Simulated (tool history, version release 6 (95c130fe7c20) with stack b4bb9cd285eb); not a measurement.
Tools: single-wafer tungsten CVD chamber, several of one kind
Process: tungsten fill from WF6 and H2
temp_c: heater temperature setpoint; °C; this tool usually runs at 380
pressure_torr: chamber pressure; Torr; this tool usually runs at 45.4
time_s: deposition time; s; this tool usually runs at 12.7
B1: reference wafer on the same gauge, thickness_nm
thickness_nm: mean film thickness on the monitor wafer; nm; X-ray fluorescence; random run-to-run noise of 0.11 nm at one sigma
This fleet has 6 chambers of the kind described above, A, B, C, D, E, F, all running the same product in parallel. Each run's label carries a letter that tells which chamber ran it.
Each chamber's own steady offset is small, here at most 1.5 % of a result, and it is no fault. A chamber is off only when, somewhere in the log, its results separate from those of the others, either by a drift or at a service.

{"run": "1D", "hour": 8.4, "temp_c": 380, "pressure_torr": 45.4, "time_s": 12.7, "B1": 30.891, "thickness_nm": 30.356}
{"run": "2F", "hour": 16.1, "temp_c": 380, "pressure_torr": 45.4, "time_s": 12.7, "B1": 30.906, "thickness_nm": 30.216}
{"run": "3B", "hour": 19.8, "temp_c": 380, "pressure_torr": 45.4, "time_s": 12.7, "B1": 30.889, "thickness_nm": 30.33}
{"run": "4A", "hour": 23.9, "temp_c": 380, "pressure_torr": 45.4, "time_s": 12.7, "B1": 30.907, "thickness_nm": 30.772}
{"run": "5E", "hour": 27.5, "temp_c": 380, "pressure_torr": 45.4, "time_s": 12.7, "B1": 30.9, "thickness_nm": 30.33}
{"run": "6C", "hour": 35.8, "temp_c": 380, "pressure_torr": 45.4, "time_s": 12.7, "B1": 30.879, "thickness_nm": 29.849}
{"run": "7F", "hour": 40.6, "temp_c": 380, "pressure_torr": 45.4, "time_s": 12.7, "B1": 30.911, "thickness_nm": 30.485}
{"run": "8E", "hour": 45.8, "temp_c": 380, "pressure_torr": 45.4, "time_s": 12.7, "B1": 30.911, "thickness_nm": 30.283}
{"run": "9B", "hour": 53.5, "temp_c": 380, "pressure_torr": 45.4, "time_s": 12.7, "B1": 30.928, "thickness_nm": 30.396}
{"run": "10C", "hour": 61.1, "temp_c": 380, "pressure_torr": 45.4, "time_s": 12.7, "B1": 30.919, "thickness_nm": 29.819}
{"run": "11D", "hour": 66.2, "temp_c": 380, "pressure_torr": 45.4, "time_s": 12.7, "B1": 30.914, "thickness_nm": 30.213}
{"run": "12A", "hour": 73.4, "temp_c": 373, "pressure_torr": 45.4, "time_s": 12.7, "B1": 30.878, "thickness_nm": 26.341}
{"run": "13C", "hour": 78.6, "temp_c": 373, "pressure_torr": 45.4, "time_s": 12.7, "B1": 30.887, "thickness_nm": 25.804}
{"run": "14D", "hour": 84.4, "temp_c": 373, "pressure_torr": 45.4, "time_s": 12.7, "B1": 30.898, "thickness_nm": 26.38}
{"run": "15B", "hour": 89.9, "temp_c": 373, "pressure_torr": 45.4, "time_s": 12.7, "B1": 30.912, "thickness_nm": 26.308}
{"run": "16A", "hour": 95.9, "temp_c": 373, "pressure_torr": 45.4, "time_s": 12.7, "B1": 30.912, "thickness_nm": 26.55}
{"hour": 99.2, "done": "chamber B: thermocouple changed; heater temperature recalibrated"}
{"hour": 99.6, "done": "chamber C: capacitance manometer re-zeroed and calibrated"}
{"run": "17F", "hour": 100.4, "temp_c": 373, "pressure_torr": 45.4, "time_s": 12.7, "B1": 30.899, "thickness_nm": 26.101}
{"run": "18E", "hour": 104.9, "temp_c": 380, "pressure_torr": 45.4, "time_s": 12.7, "B1": 30.903, "thickness_nm": 30.275}
{"run": "19D", "hour": 108.8, "temp_c": 380, "pressure_torr": 45.4, "time_s": 12.7, "B1": 30.931, "thickness_nm": 30.287}
{"run": "20F", "hour": 114.7, "temp_c": 380, "pressure_torr": 45.4, "time_s": 12.7, "B1": 30.912, "thickness_nm": 30.343}
{"run": "21B", "hour": 120.7, "temp_c": 380, "pressure_torr": 45.4, "time_s": 12.7, "B1": 30.913, "thickness_nm": 30.193}
{"run": "22A", "hour": 125.5, "temp_c": 380, "pressure_torr": 45.4, "time_s": 10.6, "B1": 30.877, "thickness_nm": 25.466}
{"run": "23C", "hour": 131.2, "temp_c": 380, "pressure_torr": 45.4, "time_s": 10.6, "B1": 30.877, "thickness_nm": 25.028}
{"run": "24E", "hour": 138.5, "temp_c": 380, "pressure_torr": 45.4, "time_s": 10.6, "B1": 30.891, "thickness_nm": 24.915}
{"run": "25C", "hour": 142.2, "temp_c": 380, "pressure_torr": 45.4, "time_s": 10.6, "B1": 30.905, "thickness_nm": 24.93}
{"run": "26E", "hour": 148.7, "temp_c": 380, "pressure_torr": 45.4, "time_s": 10.6, "B1": 30.905, "thickness_nm": 24.993}
{"run": "27A", "hour": 156.9, "temp_c": 380, "pressure_torr": 45.4, "time_s": 10.6, "B1": 30.89, "thickness_nm": 25.557}
{"run": "28B", "hour": 162.5, "temp_c": 380, "pressure_torr": 45.4, "time_s": 12.7, "B1": 30.913, "thickness_nm": 30.53}
{"hour": 166.5, "done": "chamber B: capacitance manometer re-zeroed and calibrated"}
{"run": "29D", "hour": 166.7, "temp_c": 380, "pressure_torr": 45.4, "time_s": 12.7, "B1": 30.904, "thickness_nm": 30.361}
{"run": "30F", "hour": 172.2, "temp_c": 380, "pressure_torr": 45.4, "time_s": 12.7, "B1": 30.891, "thickness_nm": 30.332}
{"run": "31F", "hour": 178.3, "temp_c": 380, "pressure_torr": 45.4, "time_s": 12.7, "B1": 30.926, "thickness_nm": 30.263}
{"run": "32A", "hour": 182.4, "temp_c": 380, "pressure_torr": 45.4, "time_s": 12.7, "B1": 30.933, "thickness_nm": 30.561}
{"hour": 182.7, "done": "chamber F: thermocouple changed; heater temperature recalibrated"}
{"run": "33C", "hour": 186.1, "temp_c": 380, "pressure_torr": 45.4, "time_s": 12.7, "B1": 30.883, "thickness_nm": 29.909}
{"run": "34E", "hour": 192.7, "temp_c": 380, "pressure_torr": 45.4, "time_s": 12.7, "B1": 30.899, "thickness_nm": 29.705}
{"run": "35D", "hour": 200.7, "temp_c": 380, "pressure_torr": 45.4, "time_s": 12.7, "B1": 30.888, "thickness_nm": 30.332}
{"run": "36B", "hour": 208.6, "temp_c": 380, "pressure_torr": 45.4, "time_s": 12.7, "B1": 30.904, "thickness_nm": 30.345}
{"run": "37C", "hour": 213.7, "temp_c": 380, "pressure_torr": 45.4, "time_s": 12.7, "B1": 30.927, "thickness_nm": 29.857}
{"run": "38B", "hour": 222.0, "temp_c": 380, "pressure_torr": 45.4, "time_s": 12.7, "B1": 30.903, "thickness_nm": 30.274}
{"run": "39A", "hour": 229.2, "temp_c": 380, "pressure_torr": 45.4, "time_s": 12.7, "B1": 30.892, "thickness_nm": 30.541}
{"run": "40D", "hour": 233.3, "temp_c": 380, "pressure_torr": 45.4, "time_s": 12.7, "B1": 30.899, "thickness_nm": 30.341}
{"run": "41E", "hour": 239.5, "temp_c": 380, "pressure_torr": 45.4, "time_s": 12.7, "B1": 30.882, "thickness_nm": 29.146}
{"run": "42F", "hour": 245.7, "temp_c": 380, "pressure_torr": 45.4, "time_s": 12.7, "B1": 30.894, "thickness_nm": 30.474}
{"run": "43B", "hour": 251.6, "temp_c": 380, "pressure_torr": 45.4, "time_s": 12.7, "B1": 30.914, "thickness_nm": 30.221}

All 6 chambers run these settings next. Forecast each chamber's results:
{"run": "44A", "hour": 257.7, "temp_c": 380, "pressure_torr": 45.4, "time_s": 10.2, "thickness_nm": "?"}
{"run": "44B", "hour": 257.7, "temp_c": 380, "pressure_torr": 45.4, "time_s": 10.2, "thickness_nm": "?"}
{"run": "44C", "hour": 257.7, "temp_c": 380, "pressure_torr": 45.4, "time_s": 10.2, "thickness_nm": "?"}
{"run": "44D", "hour": 257.7, "temp_c": 380, "pressure_torr": 45.4, "time_s": 10.2, "thickness_nm": "?"}
{"run": "44E", "hour": 257.7, "temp_c": 380, "pressure_torr": 45.4, "time_s": 10.2, "thickness_nm": "?"}
{"run": "44F", "hour": 257.7, "temp_c": 380, "pressure_torr": 45.4, "time_s": 10.2, "thickness_nm": "?"}

run=44A thickness_nm=24.562
run=44B thickness_nm=24.236
run=44C thickness_nm=23.862
run=44D thickness_nm=24.386
run=44E thickness_nm=23.490
run=44F thickness_nm=24.249

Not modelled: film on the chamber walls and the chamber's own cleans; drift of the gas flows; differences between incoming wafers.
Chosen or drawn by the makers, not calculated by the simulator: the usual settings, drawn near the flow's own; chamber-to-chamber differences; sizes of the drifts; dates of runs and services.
